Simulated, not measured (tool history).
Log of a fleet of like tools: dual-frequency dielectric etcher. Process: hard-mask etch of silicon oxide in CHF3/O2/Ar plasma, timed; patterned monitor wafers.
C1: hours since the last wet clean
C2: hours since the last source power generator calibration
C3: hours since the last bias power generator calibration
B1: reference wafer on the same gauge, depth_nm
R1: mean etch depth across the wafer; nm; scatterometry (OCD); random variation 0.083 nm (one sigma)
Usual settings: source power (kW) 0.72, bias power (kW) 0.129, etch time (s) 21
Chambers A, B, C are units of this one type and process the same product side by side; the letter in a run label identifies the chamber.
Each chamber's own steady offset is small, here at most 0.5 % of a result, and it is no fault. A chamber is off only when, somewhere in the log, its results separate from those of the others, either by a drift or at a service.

{"hour": 7.8, "done": "chamber C: wet clean of the chamber"}
{"run": "1C", "hour": 11.8, "source power (kW)": 0.72, "bias power (kW)": 0.129, "etch time (s)": 21, "C1": 4.1, "C2": 1707.1, "C3": 280.2, "B1": 42.98, "R1": 40.074}
{"run": "2A", "hour": 25.7, "source power (kW)": 0.72, "bias power (kW)": 0.129, "etch time (s)": 21, "C1": 217, "C2": 468.8, "C3": 670.2, "B1": 42.994, "R1": 40.084}
{"run": "3B", "hour": 33.4, "source power (kW)": 0.72, "bias power (kW)": 0.129, "etch time (s)": 21, "C1": 170.3, "C2": 1447.2, "C3": 2911.6, "B1": 43.02, "R1": 39.879}
{"run": "4B", "hour": 41.8, "source power (kW)": 0.72, "bias power (kW)": 0.129, "etch time (s)": 21, "C1": 178.7, "C2": 1455.6, "C3": 2920, "B1": 43.006, "R1": 39.887}
{"run": "5A", "hour": 48.7, "source power (kW)": 0.82, "bias power (kW)": 0.157, "etch time (s)": 21, "C1": 240, "C2": 491.8, "C3": 693.2, "B1": 42.984, "R1": 44.976}
{"run": "6C", "hour": 58.7, "source power (kW)": 0.82, "bias power (kW)": 0.157, "etch time (s)": 21, "C1": 51, "C2": 1754, "C3": 327.1, "B1": 43.018, "R1": 44.688}
{"run": "7C", "hour": 70.0, "source power (kW)": 0.82, "bias power (kW)": 0.157, "etch time (s)": 21, "C1": 62.3, "C2": 1765.3, "C3": 338.4, "B1": 43.003, "R1": 44.707}
{"run": "8B", "hour": 79.8, "source power (kW)": 0.72, "bias power (kW)": 0.129, "etch time (s)": 21, "C1": 216.7, "C2": 1493.6, "C3": 2958, "B1": 42.998, "R1": 40.079}
{"run": "9A", "hour": 86.6, "source power (kW)": 0.72, "bias power (kW)": 0.129, "etch time (s)": 21, "C1": 277.9, "C2": 529.7, "C3": 731.1, "B1": 42.987, "R1": 40.269}
{"run": "10C", "hour": 93.6, "source power (kW)": 0.72, "bias power (kW)": 0.129, "etch time (s)": 21, "C1": 85.9, "C2": 1788.9, "C3": 362, "B1": 43.028, "R1": 40.156}
{"run": "11B", "hour": 100.1, "source power (kW)": 0.72, "bias power (kW)": 0.129, "etch time (s)": 21, "C1": 237, "C2": 1513.9, "C3": 2978.3, "B1": 43.003, "R1": 40.023}
{"run": "12A", "hour": 112.7, "source power (kW)": 0.72, "bias power (kW)": 0.129, "etch time (s)": 21, "C1": 304, "C2": 555.8, "C3": 757.2, "B1": 43.022, "R1": 40.217}
{"run": "13B", "hour": 119.3, "source power (kW)": 0.72, "bias power (kW)": 0.129, "etch time (s)": 21, "C1": 256.2, "C2": 1533.1, "C3": 2997.5, "B1": 42.994, "R1": 39.856}
{"run": "14C", "hour": 126.3, "source power (kW)": 0.58, "bias power (kW)": 0.129, "etch time (s)": 21, "C1": 118.6, "C2": 1821.6, "C3": 394.7, "B1": 42.999, "R1": 36.78}
{"run": "15A", "hour": 139.5, "source power (kW)": 0.58, "bias power (kW)": 0.129, "etch time (s)": 21, "C1": 330.8, "C2": 582.6, "C3": 784, "B1": 43.007, "R1": 37.063}
{"run": "16A", "hour": 153.5, "source power (kW)": 0.58, "bias power (kW)": 0.129, "etch time (s)": 21, "C1": 344.8, "C2": 596.6, "C3": 798, "B1": 42.986, "R1": 37.132}
{"run": "17B", "hour": 164.8, "source power (kW)": 0.72, "bias power (kW)": 0.129, "etch time (s)": 21, "C1": 301.7, "C2": 1578.6, "C3": 3043, "B1": 42.985, "R1": 39.948}
{"run": "18C", "hour": 178.3, "source power (kW)": 0.72, "bias power (kW)": 0.129, "etch time (s)": 21, "C1": 170.6, "C2": 1873.6, "C3": 446.7, "B1": 43.004, "R1": 39.811}
{"run": "19A", "hour": 191.1, "source power (kW)": 0.72, "bias power (kW)": 0.129, "etch time (s)": 21, "C1": 382.4, "C2": 634.2, "C3": 835.6, "B1": 42.995, "R1": 40.595}
{"run": "20B", "hour": 201.9, "source power (kW)": 0.72, "bias power (kW)": 0.129, "etch time (s)": 21, "C1": 338.8, "C2": 1615.7, "C3": 3080.1, "B1": 43.004, "R1": 40.121}
{"run": "21C", "hour": 213.4, "source power (kW)": 0.72, "bias power (kW)": 0.129, "etch time (s)": 21, "C1": 205.7, "C2": 1908.7, "C3": 481.8, "B1": 43.013, "R1": 39.995}
{"run": "22B", "hour": 225.9, "source power (kW)": 0.72, "bias power (kW)": 0.129, "etch time (s)": 21, "C1": 362.8, "C2": 1639.7, "C3": 3104.1, "B1": 42.995, "R1": 39.87}

What goes on in this fleet: one chamber off, a drifting gauge, or nothing beyond the chambers' own small offsets? Name the chamber and the cause, if any.

Little by little, chamber A moves away from the other chambers.
Cause: bias power that arrives over what is set, % = 4.74.
Not necessarily distinguishable in this log from: etch rate over this chamber's usual, %; source power that arrives over what is set, %.

Here are 4 candidates for chamber A's next run, each the usual settings with a change, their results left as question marks. Which one brings its results back in line with what the others give on the usual settings?
To be in line, a result may differ from the other chambers' mean on the usual settings by at most: R1 0.32 nm
{"run": "23A-1", "hour": 235.9, "source power (kW)": 0.72, "bias power (kW)": 0.137, "etch time (s)": 21, "R1": "?"}
{"run": "23A-2", "hour": 235.9, "source power (kW)": 0.68, "bias power (kW)": 0.124, "etch time (s)": 21, "R1": "?"}
{"run": "23A-3", "hour": 235.9, "source power (kW)": 0.73, "bias power (kW)": 0.13, "etch time (s)": 21.5, "R1": "?"}
{"run": "23A-4", "hour": 235.9, "source power (kW)": 0.69, "bias power (kW)": 0.129, "etch time (s)": 21, "R1": "?"}

What the other chambers average on the usual settings: R1 39.985 nm
run=23A-1 R1=41.461
run=23A-2 R1=39.271
run=23A-3 R1=41.975
run=23A-4 R1=39.995
With 23A-4, the chamber falls back in line with the rest.
